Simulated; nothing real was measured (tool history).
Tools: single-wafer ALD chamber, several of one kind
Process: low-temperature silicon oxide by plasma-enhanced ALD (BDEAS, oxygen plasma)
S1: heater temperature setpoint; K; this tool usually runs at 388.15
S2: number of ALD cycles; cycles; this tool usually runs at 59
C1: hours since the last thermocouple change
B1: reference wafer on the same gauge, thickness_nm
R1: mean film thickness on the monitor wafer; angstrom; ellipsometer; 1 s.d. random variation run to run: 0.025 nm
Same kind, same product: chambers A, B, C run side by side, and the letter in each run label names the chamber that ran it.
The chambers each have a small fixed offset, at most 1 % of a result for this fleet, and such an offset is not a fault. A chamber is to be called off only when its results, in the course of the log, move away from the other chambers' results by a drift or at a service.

Run 1C, hour 8.9: usual settings; C1 1186.8; B1 7.7576. Result: R1 81.54 angstrom.
Run 2B, hour 15.1: usual settings; C1 986.8; B1 7.7617. Result: R1 82.202 angstrom.
Run 3A, hour 19.8: usual settings; C1 1382.3; B1 7.7542. Result: R1 81.574 angstrom.
Run 4A, hour 28.7: usual settings; C1 1391.2; B1 7.7626. Result: R1 81.756 angstrom.
Run 5C, hour 35.4: usual settings; C1 1213.3; B1 7.758. Result: R1 81.168 angstrom.
Run 6B, hour 43.1: usual settings; C1 1014.8; B1 7.76. Result: R1 81.665 angstrom.
Run 7A, hour 51.7: usual settings but S2 55 cycles; C1 1414.2; B1 7.761. Result: R1 75.959 angstrom.
Run 8C, hour 58.8: usual settings but S2 55 cycles; C1 1236.7; B1 7.7649. Result: R1 75.647 angstrom.
Run 9B, hour 64.3: usual settings but S2 55 cycles; C1 1036; B1 7.7614. Result: R1 76.335 angstrom.
Run 10C, hour 73.6: usual settings; C1 1251.5; B1 7.7597. Result: R1 81.037 angstrom.
Run 11B, hour 78.5: usual settings; C1 1050.2; B1 7.7631. Result: R1 81.928 angstrom.
Run 12A, hour 87.7: usual settings; C1 1450.2; B1 7.7622. Result: R1 81.507 angstrom.
Run 13C, hour 95.7: usual settings; C1 1273.6; B1 7.7566. Result: R1 80.967 angstrom.
Run 14A, hour 105.7: usual settings; C1 1468.2; B1 7.7611. Result: R1 81.491 angstrom.
Run 15B, hour 115.7: usual settings; C1 1087.4; B1 7.763. Result: R1 81.486 angstrom.
Run 16B, hour 124.1: usual settings; C1 1095.8; B1 7.758. Result: R1 81.777 angstrom.
Run 17C, hour 129.4: usual settings; C1 1307.3; B1 7.7564. Result: R1 80.868 angstrom.
Run 18A, hour 138.3: usual settings; C1 1500.8; B1 7.7603. Result: R1 81.955 angstrom.
Run 19C, hour 147.8: usual settings; C1 1325.7; B1 7.756. Result: R1 81.326 angstrom.
Run 20B, hour 157.6: usual settings; C1 1129.3; B1 7.7554. Result: R1 81.471 angstrom.
Run 21A, hour 162.8: usual settings; C1 1525.3; B1 7.7594. Result: R1 81.667 angstrom.
Run 22C, hour 168.7: usual settings; C1 1346.6; B1 7.7576. Result: R1 81.243 angstrom.
Run 23A, hour 173.4: usual settings; C1 1535.9; B1 7.7625. Result: R1 81.931 angstrom.
Run 24B, hour 181.2: usual settings; C1 1152.9; B1 7.7629. Result: R1 81.498 angstrom.
Run 25A, hour 189.3: usual settings; C1 1551.8; B1 7.7553. Result: R1 81.873 angstrom.
Run 26C, hour 196.8: usual settings; C1 1374.7; B1 7.7607. Result: R1 81.09 angstrom.
Run 27B, hour 203.2: usual settings; C1 1174.9; B1 7.7621. Result: R1 82.301 angstrom.
Run 28B, hour 208.4: usual settings; C1 1180.1; B1 7.7619. Result: R1 82.054 angstrom.

All chambers now run identical settings, listed one chamber a line with results as question marks. What results will each chamber show?
Run 29A, hour 215.6: usual settings. Result: R1 ?.
Run 29B, hour 215.6: usual settings. Result: R1 ?.
Run 29C, hour 215.6: usual settings. Result: R1 ?.

run      R1
29A  81.499
29B  81.764
29C  80.993
